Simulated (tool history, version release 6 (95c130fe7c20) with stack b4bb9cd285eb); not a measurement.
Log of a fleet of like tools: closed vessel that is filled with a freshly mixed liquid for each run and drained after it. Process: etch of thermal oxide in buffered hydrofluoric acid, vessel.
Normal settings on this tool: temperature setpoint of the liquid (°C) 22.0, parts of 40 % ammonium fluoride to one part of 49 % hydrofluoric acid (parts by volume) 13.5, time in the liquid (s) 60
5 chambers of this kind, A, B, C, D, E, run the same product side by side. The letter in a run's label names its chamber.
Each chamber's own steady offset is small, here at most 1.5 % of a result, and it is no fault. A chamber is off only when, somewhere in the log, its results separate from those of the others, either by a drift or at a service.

run	hour	temperature setpoint of the liquid (°C)	parts of 40 % ammonium fluoride to one part of 49 % hydrofluoric acid (parts by volume)	time in the liquid (s)	hours since the thermometer was replaced	hours since the hydrofluoric acid flow meter was replaced	read-back film thickness of the thermal oxide reference wafer, read on the same gauge (nm)	thickness taken off the thermal oxide on a monitor wafer (Å)
1B	8.1	22.0	13.5	60	286.0	983.7	150.01	497.30
2C	17.9	22.0	13.5	60	720.9	270.4	149.99	490.03
3D	32.6	22.0	13.5	60	1093.4	934.3	149.98	492.95
4A	47.7	22.0	13.5	60	1570.9	557.8	150.01	482.87
5E	58.9	22.0	13.5	60	1639.5	109.5	149.99	495.32
6A	73.5	22.0	13.5	60	1596.7	583.6	150.03	489.38
7E	82.0	22.0	13.5	60	1662.6	132.6	149.97	493.69
8C	94.2	22.0	13.5	60	797.2	346.7	150.00	489.80
9B	103.8	22.0	13.5	85	381.7	1079.4	150.02	698.71
10D	116.1	22.0	13.5	85	1176.9	1017.8	150.03	691.19
11B	128.9	22.0	13.5	85	406.8	1104.5	150.03	702.37
12E	141.7	22.0	13.5	85	1722.3	192.3	149.99	700.71
13A	149.9	22.0	13.5	85	1673.1	660.0	150.05	688.15
14C	165.3	22.0	13.5	60	868.3	417.8	150.03	491.21
15D	177.3	22.0	13.5	60	1238.1	1079.0	150.00	491.32
16B	184.3	22.0	13.5	60	462.2	1159.9	150.01	494.41
17A	194.2	22.0	13.5	60	1717.4	704.3	150.06	487.71
18E	207.1	22.0	15.5	60	1787.7	257.7	150.02	431.23
19D	216.1	22.0	15.5	60	1276.9	1117.8	149.96	428.63
20C	223.6	22.0	15.5	60	926.6	476.1	149.95	422.15
21C	233.2	22.0	15.5	60	936.2	485.7	149.99	425.72
22E	241.2	22.0	15.5	60	1821.8	291.8	150.03	428.67
23D	256.5	22.0	13.5	60	1317.3	1158.2	149.98	492.03
24B	264.1	22.0	13.5	60	542.0	1239.7	150.01	493.06
25A	274.8	22.0	13.5	60	1798.0	784.9	150.02	486.46
26E	283.0	22.0	13.5	60	1863.6	333.6	149.99	493.52
# hour 290.4: chamber A: thermometer replaced
27D	290.9	22.0	13.5	90	1351.7	1192.6	149.95	738.94
28C	303.5	22.0	13.5	90	1006.5	556.0	150.04	732.73
29A	318.3	22.0	13.5	90	27.9	828.4	150.00	733.62
30B	332.7	22.0	13.5	90	610.6	1308.3	150.00	744.79
31B	347.1	22.0	13.5	90	625.0	1322.7	150.02	744.32
32A	359.2	22.0	13.5	60	68.8	869.3	149.98	484.81
33E	369.2	22.0	13.5	60	1949.8	419.8	149.94	493.00
34D	377.3	22.0	13.5	60	1438.1	1279.0	150.00	492.15
35C	384.5	22.0	13.5	60	1087.5	637.0	150.00	487.48
# hour 389.8: chamber D: hydrofluoric acid flow meter replaced
36D	398.4	22.0	13.5	60	1459.2	8.6	149.93	491.52

Read the log: is a single chamber off, either drifting away or since a service, is the gauge that measures every chamber drifting, or is nothing wrong beyond small per-chamber offsets? Name any odd chamber and what most likely caused it.

Beyond each chamber's small constant offset nothing stands out, and the gauge stays steady.

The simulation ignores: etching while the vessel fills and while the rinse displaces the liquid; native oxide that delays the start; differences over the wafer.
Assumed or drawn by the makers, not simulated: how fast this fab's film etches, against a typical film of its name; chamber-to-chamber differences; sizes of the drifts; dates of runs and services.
